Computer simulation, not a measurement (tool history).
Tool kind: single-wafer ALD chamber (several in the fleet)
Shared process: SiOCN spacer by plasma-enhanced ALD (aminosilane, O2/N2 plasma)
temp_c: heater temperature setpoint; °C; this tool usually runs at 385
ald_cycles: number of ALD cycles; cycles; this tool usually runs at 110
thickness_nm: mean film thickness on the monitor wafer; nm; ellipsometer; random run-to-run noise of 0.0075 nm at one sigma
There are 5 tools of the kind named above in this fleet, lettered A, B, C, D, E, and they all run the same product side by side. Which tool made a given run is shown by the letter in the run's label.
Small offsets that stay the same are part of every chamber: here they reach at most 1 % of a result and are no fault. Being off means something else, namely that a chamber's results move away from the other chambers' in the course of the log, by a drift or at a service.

run   hour  temp_c  ald_cycles  read-back reference wafer on the same gauge, thickness_nm  thickness_nm
 1D      5     385         110                                                     7.8573        6.5722
 2E    8.8     385         110                                                     7.8577         6.671
 3C   15.5     385         110                                                     7.8573        6.6633
 4A   21.6     385         110                                                     7.8551        6.5918
 5B     28     385         110                                                     7.8549        6.6318
 6E   33.4     385         110                                                     7.8544        6.6673
 7B   40.1     385         110                                                     7.8512        6.6212
 8C   45.9     385         110                                                     7.8525        6.6478
 9A   53.1     371         121                                                     7.8475        7.2423
10D   56.9     371         121                                                     7.8471         7.218
11D   61.1     371         121                                                      7.846        7.2254
12A   65.6     371         121                                                     7.8458        7.2344
13B   73.1     371         121                                                     7.8436        7.2698
14E   78.3     385         128                                                      7.845        7.7703
15C   81.6     385         128                                                     7.8443        7.7131
16C   86.5     385         128                                                     7.8437        7.7342
17A   92.4     385         128                                                      7.841        7.6487
18E   98.2     385         128                                                     7.8398        7.7662
19B  105.9     385         110                                                      7.841         6.611
20D    112     385         110                                                     7.8375        6.5525
21E  117.1     385         110                                                     7.8356        6.6697
22C  124.5     377         110                                                     7.8348        6.6417
23B  131.1     377         110                                                     7.8344        6.6112
24D    136     377         110                                                     7.8329        6.5739
25A  140.8     377         110                                                     7.8313        6.5717
26B  146.8     377         110                                                     7.8305        6.6053
27D  151.7     385         110                                                     7.8286        6.5494
28C  158.5     385         110                                                     7.8276          6.63
29A  162.4     385         110                                                     7.8288        6.5669
30E  169.1     385         110                                                     7.8263        6.6493
31B  176.5     385         110                                                     7.8238        6.6022

Predict what each chamber gives when all 5 of them run the settings below next.
32A  182.1     385         118                                                                        ?
32B  182.1     385         118                                                                        ?
32C  182.1     385         118                                                                        ?
32D  182.1     385         118                                                                        ?
32E  182.1     385         118                                                                        ?

run  thickness_nm
32A        7.0403
32B        7.0742
32C        7.1155
32D        7.0206
32E        7.1529
